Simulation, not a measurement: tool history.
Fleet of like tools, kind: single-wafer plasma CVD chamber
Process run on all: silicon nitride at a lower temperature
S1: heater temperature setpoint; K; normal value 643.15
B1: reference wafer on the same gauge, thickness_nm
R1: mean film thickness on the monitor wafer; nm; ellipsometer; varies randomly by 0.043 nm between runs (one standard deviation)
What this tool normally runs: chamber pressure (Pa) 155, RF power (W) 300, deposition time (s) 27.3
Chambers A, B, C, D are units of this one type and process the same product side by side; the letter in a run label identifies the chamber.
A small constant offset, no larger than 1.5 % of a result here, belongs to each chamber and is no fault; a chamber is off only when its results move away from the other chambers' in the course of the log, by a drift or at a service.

run 1D hour=8.1 | S1=643.15 chamber_pressure_(Pa)=155 RF_power_(W)=300 deposition_time_(s)=27.3 | B1=26.611 | R1=29.031
run 2A hour=17.1 | S1=643.15 chamber_pressure_(Pa)=155 RF_power_(W)=300 deposition_time_(s)=27.3 | B1=26.609 | R1=29.192
run 3B hour=23 | S1=643.15 chamber_pressure_(Pa)=155 RF_power_(W)=300 deposition_time_(s)=27.3 | B1=26.605 | R1=29.319
-- hour=26 chamber D: RF generator calibrated
-- hour=31.2 chamber B: thermocouple changed; heater temperature recalibrated
run 4C hour=33.6 | S1=643.15 chamber_pressure_(Pa)=155 RF_power_(W)=300 deposition_time_(s)=27.3 | B1=26.624 | R1=29.316
-- hour=37.3 chamber C: RF generator calibrated
run 5D hour=42 | S1=643.15 chamber_pressure_(Pa)=155 RF_power_(W)=300 deposition_time_(s)=27.3 | B1=26.63 | R1=28.967
run 6B hour=50.4 | S1=643.15 chamber_pressure_(Pa)=155 RF_power_(W)=300 deposition_time_(s)=27.3 | B1=26.624 | R1=29.389
run 7A hour=63.2 | S1=643.15 chamber_pressure_(Pa)=155 RF_power_(W)=300 deposition_time_(s)=27.3 | B1=26.63 | R1=29.226
run 8C hour=71.2 | S1=643.15 chamber_pressure_(Pa)=155 RF_power_(W)=300 deposition_time_(s)=27.3 | B1=26.625 | R1=29.34
run 9B hour=80.9 | S1=643.15 chamber_pressure_(Pa)=155 RF_power_(W)=300 deposition_time_(s)=27.3 | B1=26.626 | R1=29.444
run 10A hour=88 | S1=643.15 chamber_pressure_(Pa)=155 RF_power_(W)=300 deposition_time_(s)=27.3 | B1=26.633 | R1=29.328
run 11C hour=96.4 | S1=643.15 chamber_pressure_(Pa)=155 RF_power_(W)=300 deposition_time_(s)=22.4 | B1=26.637 | R1=24.076
run 12D hour=104.1 | S1=643.15 chamber_pressure_(Pa)=155 RF_power_(W)=300 deposition_time_(s)=22.4 | B1=26.644 | R1=23.822
run 13C hour=117.4 | S1=643.15 chamber_pressure_(Pa)=155 RF_power_(W)=300 deposition_time_(s)=22.4 | B1=26.653 | R1=24.075
run 14D hour=124.6 | S1=643.15 chamber_pressure_(Pa)=155 RF_power_(W)=300 deposition_time_(s)=22.4 | B1=26.653 | R1=23.83
run 15B hour=131.7 | S1=643.15 chamber_pressure_(Pa)=155 RF_power_(W)=300 deposition_time_(s)=27.3 | B1=26.654 | R1=29.375
run 16A hour=141.8 | S1=643.15 chamber_pressure_(Pa)=155 RF_power_(W)=300 deposition_time_(s)=27.3 | B1=26.661 | R1=29.213
run 17D hour=150.8 | S1=643.15 chamber_pressure_(Pa)=172 RF_power_(W)=280 deposition_time_(s)=27.3 | B1=26.663 | R1=28.575
run 18A hour=159.9 | S1=643.15 chamber_pressure_(Pa)=172 RF_power_(W)=280 deposition_time_(s)=27.3 | B1=26.666 | R1=28.785
run 19B hour=167.5 | S1=643.15 chamber_pressure_(Pa)=172 RF_power_(W)=280 deposition_time_(s)=27.3 | B1=26.674 | R1=28.932
run 20C hour=177.8 | S1=643.15 chamber_pressure_(Pa)=172 RF_power_(W)=280 deposition_time_(s)=27.3 | B1=26.686 | R1=28.924
run 21D hour=189 | S1=643.15 chamber_pressure_(Pa)=155 RF_power_(W)=300 deposition_time_(s)=27.3 | B1=26.682 | R1=29.098
run 22C hour=198.1 | S1=643.15 chamber_pressure_(Pa)=155 RF_power_(W)=300 deposition_time_(s)=27.3 | B1=26.684 | R1=29.413
run 23B hour=211.4 | S1=630.15 chamber_pressure_(Pa)=155 RF_power_(W)=300 deposition_time_(s)=25.4 | B1=26.693 | R1=27.605
-- hour=218.6 chamber A: RF generator calibrated
run 24A hour=224.8 | S1=630.15 chamber_pressure_(Pa)=155 RF_power_(W)=300 deposition_time_(s)=25.4 | B1=26.698 | R1=27.464
run 25C hour=231.8 | S1=630.15 chamber_pressure_(Pa)=155 RF_power_(W)=300 deposition_time_(s)=25.4 | B1=26.705 | R1=27.523
run 26D hour=241 | S1=630.15 chamber_pressure_(Pa)=155 RF_power_(W)=300 deposition_time_(s)=25.4 | B1=26.706 | R1=27.21
run 27A hour=253.2 | S1=643.15 chamber_pressure_(Pa)=155 RF_power_(W)=300 deposition_time_(s)=31.1 | B1=26.716 | R1=33.511
run 28B hour=260.1 | S1=643.15 chamber_pressure_(Pa)=155 RF_power_(W)=300 deposition_time_(s)=31.1 | B1=26.716 | R1=33.631
run 29A hour=269.5 | S1=643.15 chamber_pressure_(Pa)=155 RF_power_(W)=300 deposition_time_(s)=31.1 | B1=26.716 | R1=33.442
-- hour=272.3 chamber C: thermocouple changed; heater temperature recalibrated
run 30C hour=276.8 | S1=643.15 chamber_pressure_(Pa)=155 RF_power_(W)=300 deposition_time_(s)=31.1 | B1=26.719 | R1=33.514
run 31B hour=286.3 | S1=643.15 chamber_pressure_(Pa)=155 RF_power_(W)=300 deposition_time_(s)=27.3 | B1=26.725 | R1=29.498
run 32D hour=298.6 | S1=643.15 chamber_pressure_(Pa)=155 RF_power_(W)=300 deposition_time_(s)=27.3 | B1=26.72 | R1=29.175
run 33D hour=304.5 | S1=643.15 chamber_pressure_(Pa)=155 RF_power_(W)=300 deposition_time_(s)=27.3 | B1=26.736 | R1=29.052
-- hour=313.5 chamber D: thermocouple changed; heater temperature recalibrated
run 34B hour=317.1 | S1=643.15 chamber_pressure_(Pa)=155 RF_power_(W)=300 deposition_time_(s)=27.3 | B1=26.735 | R1=29.495
run 35C hour=324.3 | S1=643.15 chamber_pressure_(Pa)=155 RF_power_(W)=260 deposition_time_(s)=27.3 | B1=26.737 | R1=26.689
run 36A hour=335.1 | S1=643.15 chamber_pressure_(Pa)=155 RF_power_(W)=260 deposition_time_(s)=27.3 | B1=26.737 | R1=26.59
run 37D hour=347.1 | S1=643.15 chamber_pressure_(Pa)=155 RF_power_(W)=260 deposition_time_(s)=27.3 | B1=26.764 | R1=26.339
run 38A hour=357.2 | S1=643.15 chamber_pressure_(Pa)=155 RF_power_(W)=260 deposition_time_(s)=27.3 | B1=26.766 | R1=26.574
run 39C hour=365 | S1=643.15 chamber_pressure_(Pa)=155 RF_power_(W)=300 deposition_time_(s)=27.3 | B1=26.761 | R1=29.479

Read the log: is a single chamber off, either drifting away or since a service, is the gauge that measures every chamber drifting, or is nothing wrong beyond small per-chamber offsets? Name any odd chamber and what most likely caused it.

Gauge drift. The chambers move together only on paper, and none stands off.
Likeliest cause: gauge reads high (%) = 0.611.

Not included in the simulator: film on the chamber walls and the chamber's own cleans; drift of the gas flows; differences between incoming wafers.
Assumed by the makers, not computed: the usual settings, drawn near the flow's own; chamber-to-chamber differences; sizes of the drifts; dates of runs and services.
